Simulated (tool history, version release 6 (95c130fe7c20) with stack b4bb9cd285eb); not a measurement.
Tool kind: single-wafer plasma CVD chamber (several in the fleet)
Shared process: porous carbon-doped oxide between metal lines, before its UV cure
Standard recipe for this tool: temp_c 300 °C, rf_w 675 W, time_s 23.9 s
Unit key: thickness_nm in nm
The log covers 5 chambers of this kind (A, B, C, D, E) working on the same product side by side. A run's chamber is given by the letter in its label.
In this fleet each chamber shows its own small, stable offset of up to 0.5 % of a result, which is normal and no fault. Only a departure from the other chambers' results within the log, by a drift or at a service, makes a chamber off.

run,hour,temp_c,rf_w,time_s,hours since the last thermocouple change,hours since the last RF generator calibration,"read-back reference wafer on the same gauge, thickness_nm",thickness_nm
1D,8.2,300,675,23.9,724.7,557.1,129.96,157.78
2C,18.8,300,675,23.9,1338.7,743.4,129.98,158.65
3B,32.2,300,675,23.9,962.0,695.8,130.00,158.22
4E,43.8,300,675,23.9,2107.0,814.4,129.95,157.81
5A,53.8,300,675,23.9,1789.1,2064.0,129.99,159.41
6C,60.2,300,675,23.9,1380.1,784.8,130.02,158.68
7B,67.0,300,675,23.9,996.8,730.6,130.06,158.38
8E,72.9,300,675,23.9,2136.1,843.5,129.98,158.15
9A,82.0,300,675,23.9,1817.3,2092.2,130.03,158.87
10D,94.7,306,675,27.9,811.2,643.6,129.96,177.07
11E,105.5,306,675,27.9,2168.7,876.1,129.97,177.17
12C,119.0,306,675,27.9,1438.9,843.6,130.06,178.09
13D,130.1,306,675,27.9,846.6,679.0,130.00,177.72
14B,136.8,306,675,27.9,1066.6,800.4,129.99,176.88
15A,145.9,300,675,23.9,1881.2,2156.1,129.91,159.80
16D,157.2,300,675,23.9,873.7,706.1,130.02,157.59
17B,166.1,300,675,23.9,1095.9,829.7,129.97,157.96
18C,178.9,300,675,23.9,1498.8,903.5,129.97,159.04
19A,188.7,300,600,25.4,1924.0,2198.9,129.92,155.98
20E,196.3,300,600,25.4,2259.5,966.9,130.03,155.14
21A,203.4,300,600,25.4,1938.7,2213.6,129.98,156.83
22D,210.3,300,600,25.4,926.8,759.2,129.96,155.73
# hour 211.8: chamber E: thermocouple changed; heater temperature recalibrated
23E,222.8,300,600,25.4,11.0,993.4,130.01,154.67
24B,229.1,300,675,23.9,1158.9,892.7,129.95,158.23
25C,236.1,300,675,23.9,1556.0,960.7,130.00,158.34
26D,248.3,300,675,23.9,964.8,797.2,130.01,157.79
27B,256.9,300,675,23.9,1186.7,920.5,130.04,158.53
28A,268.7,300,675,23.9,2004.0,2278.9,129.97,159.71
29C,277.8,300,675,23.9,1597.7,1002.4,130.00,159.36
30E,290.5,300,675,23.9,78.7,1061.1,129.99,157.98
31D,301.7,300,675,23.9,1018.2,850.6,130.04,158.67
32C,314.4,300,675,23.9,1634.3,1039.0,129.98,158.76
33E,326.9,300,675,23.9,115.1,1097.5,130.07,157.68
34B,337.0,300,675,23.9,1266.8,1000.6,129.97,158.44

Next, all 5 chambers run the settings below, one line each with question marks for the results. What does each chamber give?
35A,346.8,300,675,23.9,,,,?
35B,346.8,300,675,23.9,,,,?
35C,346.8,300,675,23.9,,,,?
35D,346.8,300,675,23.9,,,,?
35E,346.8,300,675,23.9,,,,?

run,thickness_nm
35A,159.03
35B,158.41
35C,158.11
35D,158.10
35E,158.46
